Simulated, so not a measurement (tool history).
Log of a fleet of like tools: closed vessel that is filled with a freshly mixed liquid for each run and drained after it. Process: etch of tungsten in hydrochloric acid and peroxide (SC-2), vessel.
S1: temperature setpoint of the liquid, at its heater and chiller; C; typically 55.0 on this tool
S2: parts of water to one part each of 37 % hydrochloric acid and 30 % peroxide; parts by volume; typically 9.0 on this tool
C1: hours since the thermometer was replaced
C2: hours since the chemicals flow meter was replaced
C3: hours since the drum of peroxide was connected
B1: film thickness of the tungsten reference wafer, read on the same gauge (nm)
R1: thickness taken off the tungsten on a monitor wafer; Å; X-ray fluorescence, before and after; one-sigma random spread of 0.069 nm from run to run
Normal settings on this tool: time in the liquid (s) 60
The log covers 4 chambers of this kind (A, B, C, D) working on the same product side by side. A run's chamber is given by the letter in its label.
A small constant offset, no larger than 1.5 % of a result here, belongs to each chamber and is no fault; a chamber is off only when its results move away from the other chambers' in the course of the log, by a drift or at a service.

{"run": "1D", "hour": 7.2, "S1": 55.0, "S2": 9.0, "time in the liquid (s)": 60, "C1": 1726.4, "C2": 569.5, "C3": 210.4, "B1": 59.965, "R1": 117.52}
{"run": "2A", "hour": 21.6, "S1": 55.0, "S2": 9.0, "time in the liquid (s)": 60, "C1": 234.9, "C2": 2043.2, "C3": 1237.2, "B1": 60.024, "R1": 119.21}
{"run": "3C", "hour": 32.1, "S1": 55.0, "S2": 9.0, "time in the liquid (s)": 60, "C1": 223.8, "C2": 330.2, "C3": 326.9, "B1": 60.005, "R1": 118.14}
{"run": "4B", "hour": 43.4, "S1": 55.0, "S2": 9.0, "time in the liquid (s)": 60, "C1": 584.8, "C2": 1233.2, "C3": 284.3, "B1": 60.023, "R1": 117.68}
{"run": "5C", "hour": 56.0, "S1": 55.0, "S2": 9.0, "time in the liquid (s)": 60, "C1": 247.7, "C2": 354.1, "C3": 350.8, "B1": 60.043, "R1": 118.66}
{"run": "6A", "hour": 62.9, "S1": 55.0, "S2": 9.0, "time in the liquid (s)": 60, "C1": 276.2, "C2": 2084.5, "C3": 1278.5, "B1": 60.013, "R1": 119.21}
{"run": "7B", "hour": 70.9, "S1": 55.0, "S2": 9.0, "time in the liquid (s)": 60, "C1": 612.3, "C2": 1260.7, "C3": 311.8, "B1": 60.038, "R1": 117.34}
{"run": "8D", "hour": 83.4, "S1": 55.0, "S2": 9.0, "time in the liquid (s)": 60, "C1": 1802.6, "C2": 645.7, "C3": 286.6, "B1": 59.943, "R1": 117.96}
{"run": "9C", "hour": 90.3, "S1": 55.0, "S2": 9.0, "time in the liquid (s)": 60, "C1": 282.0, "C2": 388.4, "C3": 385.1, "B1": 60.001, "R1": 118.25}
{"run": "10B", "hour": 102.2, "S1": 55.0, "S2": 9.0, "time in the liquid (s)": 60, "C1": 643.6, "C2": 1292.0, "C3": 343.1, "B1": 59.986, "R1": 119.04}
{"run": "11D", "hour": 113.8, "S1": 55.0, "S2": 9.0, "time in the liquid (s)": 60, "C1": 1833.0, "C2": 676.1, "C3": 317.0, "B1": 59.989, "R1": 118.52}
{"hour": 118.9, "done": "chamber C: new drum of peroxide connected"}
{"run": "12A", "hour": 126.9, "S1": 55.0, "S2": 9.0, "time in the liquid (s)": 60, "C1": 340.2, "C2": 2148.5, "C3": 1342.5, "B1": 59.971, "R1": 117.8}
{"run": "13B", "hour": 136.3, "S1": 55.0, "S2": 9.0, "time in the liquid (s)": 70, "C1": 677.7, "C2": 1326.1, "C3": 377.2, "B1": 59.975, "R1": 135.89}
{"hour": 143.4, "done": "chamber D: new drum of peroxide connected"}
{"run": "14D", "hour": 144.2, "S1": 55.0, "S2": 9.0, "time in the liquid (s)": 70, "C1": 1863.4, "C2": 706.5, "C3": 0.8, "B1": 59.98, "R1": 136.38}
{"run": "15C", "hour": 151.7, "S1": 55.0, "S2": 9.0, "time in the liquid (s)": 70, "C1": 343.4, "C2": 449.8, "C3": 32.9, "B1": 59.975, "R1": 137.59}
{"run": "16A", "hour": 162.1, "S1": 55.0, "S2": 9.0, "time in the liquid (s)": 70, "C1": 375.4, "C2": 2183.7, "C3": 1377.7, "B1": 59.934, "R1": 139.04}
{"hour": 162.7, "done": "chamber C: chemicals flow meter replaced"}
{"run": "17D", "hour": 171.4, "S1": 55.0, "S2": 9.0, "time in the liquid (s)": 85, "C1": 1890.6, "C2": 733.7, "C3": 28.0, "B1": 59.961, "R1": 166.95}
{"run": "18B", "hour": 181.8, "S1": 55.0, "S2": 9.0, "time in the liquid (s)": 85, "C1": 723.2, "C2": 1371.6, "C3": 422.7, "B1": 60.065, "R1": 162.82}
{"hour": 192.0, "done": "chamber B: thermometer replaced"}
{"run": "19A", "hour": 196.4, "S1": 55.0, "S2": 9.0, "time in the liquid (s)": 85, "C1": 409.7, "C2": 2218.0, "C3": 1412.0, "B1": 59.996, "R1": 167.55}
{"hour": 202.6, "done": "chamber A: new drum of peroxide connected"}
{"run": "20C", "hour": 202.8, "S1": 55.0, "S2": 9.0, "time in the liquid (s)": 85, "C1": 394.5, "C2": 40.2, "C3": 84.0, "B1": 60.025, "R1": 168.32}
{"run": "21A", "hour": 217.4, "S1": 55.0, "S2": 9.0, "time in the liquid (s)": 60, "C1": 430.7, "C2": 2239.0, "C3": 14.8, "B1": 60.005, "R1": 119.86}
{"run": "22C", "hour": 225.2, "S1": 55.0, "S2": 9.0, "time in the liquid (s)": 60, "C1": 416.9, "C2": 62.6, "C3": 106.4, "B1": 59.986, "R1": 118.99}
{"run": "23B", "hour": 232.2, "S1": 51.0, "S2": 6.5, "time in the liquid (s)": 60, "C1": 40.2, "C2": 1422.0, "C3": 473.1, "B1": 60.014, "R1": 111.84}
{"run": "24D", "hour": 245.2, "S1": 51.0, "S2": 6.5, "time in the liquid (s)": 60, "C1": 1964.4, "C2": 807.5, "C3": 101.8, "B1": 60.023, "R1": 117.25}

What goes on in this fleet: one chamber off, a drifting gauge, or nothing beyond the chambers' own small offsets? Name the chamber and the cause, if any.

One chamber, B, drifts off from the rest bit by bit.
Cause: peroxide weaker than its label (%) = 5.27.
From this log alone, it may not be told apart from: chemicals flow below the setpoint (%).

Chamber B could run next with any of the 4 candidate recipes listed below; each alters the usual settings, and their results appear as question marks. Which one brings its results back in line with what the other chambers deliver on the usual settings?
Counts as in line when no further than this from what the other chambers average on the usual settings: R1 2.400 Å
{"run": "25B-1", "hour": 255.7, "S1": 54.0, "S2": 9.0, "time in the liquid (s)": 60, "R1": "?"}
{"run": "25B-2", "hour": 255.7, "S1": 56.5, "S2": 9.0, "time in the liquid (s)": 60, "R1": "?"}
{"run": "25B-3", "hour": 255.7, "S1": 56.0, "S2": 9.0, "time in the liquid (s)": 60, "R1": "?"}
{"run": "25B-4", "hour": 255.7, "S1": 53.5, "S2": 9.0, "time in the liquid (s)": 60, "R1": "?"}

Other chambers, usual settings, mean: R1 118.670 Å
run=25B-1 R1=104.650
run=25B-2 R1=123.290
run=25B-3 R1=119.320
run=25B-4 R1=101.290
Change 25B-3 lands the chamber within the allowed miss of the other chambers.
